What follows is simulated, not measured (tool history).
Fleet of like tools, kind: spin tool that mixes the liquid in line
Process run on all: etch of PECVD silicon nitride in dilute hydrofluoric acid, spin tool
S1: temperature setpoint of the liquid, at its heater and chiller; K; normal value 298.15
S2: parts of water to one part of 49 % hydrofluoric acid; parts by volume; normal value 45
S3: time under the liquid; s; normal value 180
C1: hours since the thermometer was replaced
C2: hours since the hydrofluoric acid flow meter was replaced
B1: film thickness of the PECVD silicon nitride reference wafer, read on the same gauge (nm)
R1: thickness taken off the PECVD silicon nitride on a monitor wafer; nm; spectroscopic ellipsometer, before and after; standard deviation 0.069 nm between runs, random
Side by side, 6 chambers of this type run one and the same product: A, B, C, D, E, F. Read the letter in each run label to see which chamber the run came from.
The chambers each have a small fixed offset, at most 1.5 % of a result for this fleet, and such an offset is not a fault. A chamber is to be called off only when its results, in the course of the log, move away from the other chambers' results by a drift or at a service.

run     day      S1  S2   S3      C1      C2      B1      R1
 1D   0.217  298.15  45  180     346  1034.7  60.007   9.207
 2A   0.612  298.15  45  180  2696.1   405.7  60.003  9.0382
 3E   0.996  298.15  45  180     228   594.3  60.002  9.0108
 4B   1.308  298.15  45  180  1107.9      56  60.014  9.1397
 5C    1.75  293.65  35  180  1086.8    1129  60.018  8.5901
 6F    2.15  293.65  35  180  2168.5   495.8  60.018  8.6355
 7E   2.554  293.65  35  180   265.4   631.7  60.007  8.4299
 8F   2.938  293.65  35  180  2187.4   514.7  59.987  8.7101
 9D   3.296  293.65  35  180   419.9  1108.6  59.995  8.7138
10A     3.6  293.65  35  180  2767.8   477.4  59.991  8.3865
      3.888  -- chamber C: hydrofluoric acid flow meter replaced
11C   3.904  298.15  45  180  1138.5     0.4  59.981  8.9811
12B   4.196  298.15  45  180  1177.2   125.3  59.967  9.0613
13A   4.608  298.15  45  180    2792   501.6  60.004  9.1349
14D   4.962  298.15  45  180   459.9  1148.6  60.005  9.3373
15C   5.246  298.15  45  180  1170.7    32.6  60.006   8.961
16F   5.562  293.65  60  180  2250.4   577.7  59.981  5.0771
17E   5.817  293.65  60  180   343.7     710  60.025  5.0155
18B   6.233  293.65  60  180  1226.1   174.2  60.022  5.1331
19C   6.546  293.65  60  180  1201.9    63.8  59.985  5.1011
20B     6.8  293.65  60  180  1239.7   187.8  60.004  5.0261
21D   7.012  293.65  60  180   509.1  1197.8  60.017  5.2266
22E   7.454  298.15  45  180     383   749.3  60.016   9.059
23F   7.838  298.15  45  180    2305   632.3  59.977   9.137
24A   8.225  298.15  45  180  2878.8   588.4  60.004  9.0369
25A   8.575  298.15  45  180  2887.2   596.8  60.042  8.8538
26E   8.988  298.15  45  180   419.8   786.1  60.001  9.0118
      9.125  -- chamber C: thermometer replaced
      9.354  -- chamber A: thermometer replaced
27C   9.454  298.15  45  180       8   133.6  59.983  9.1263
28F   9.721  298.15  35  180  2350.2   677.5  59.977  11.675
      9.996  -- chamber F: thermometer replaced
29D   10.05  298.15  35  180     582  1270.7  60.018  12.317
30B  10.433  298.15  35  180  1326.9     275  59.986  11.653
31F  10.738  298.15  35  180    17.9   701.9  59.996  11.541
32E  11.071  298.15  35  180   469.8   836.1  59.983  11.452
33C  11.317  298.15  35  180    52.7   178.3  60.007  11.411
34B  11.767  298.15  45  180  1358.9     307  59.974  9.0381
35D  12.133  298.15  45  180     632  1320.7  60.026  9.6529
36A  12.383  298.15  45  180    72.8   688.2  59.989  8.8449
37B  12.775  298.15  45  180  1383.1   331.2  60.011  8.9906

Predict what each chamber gives when all 6 of them run the settings below next.
38A  13.121  293.15  45  180               ?
38B  13.121  293.15  45  180               ?
38C  13.121  293.15  45  180               ?
38D  13.121  293.15  45  180               ?
38E  13.121  293.15  45  180               ?
38F  13.121  293.15  45  180               ?

run      R1
38A  6.3264
38B  6.4886
38C  6.3751
38D  6.9978
38E  6.4316
38F  6.4429
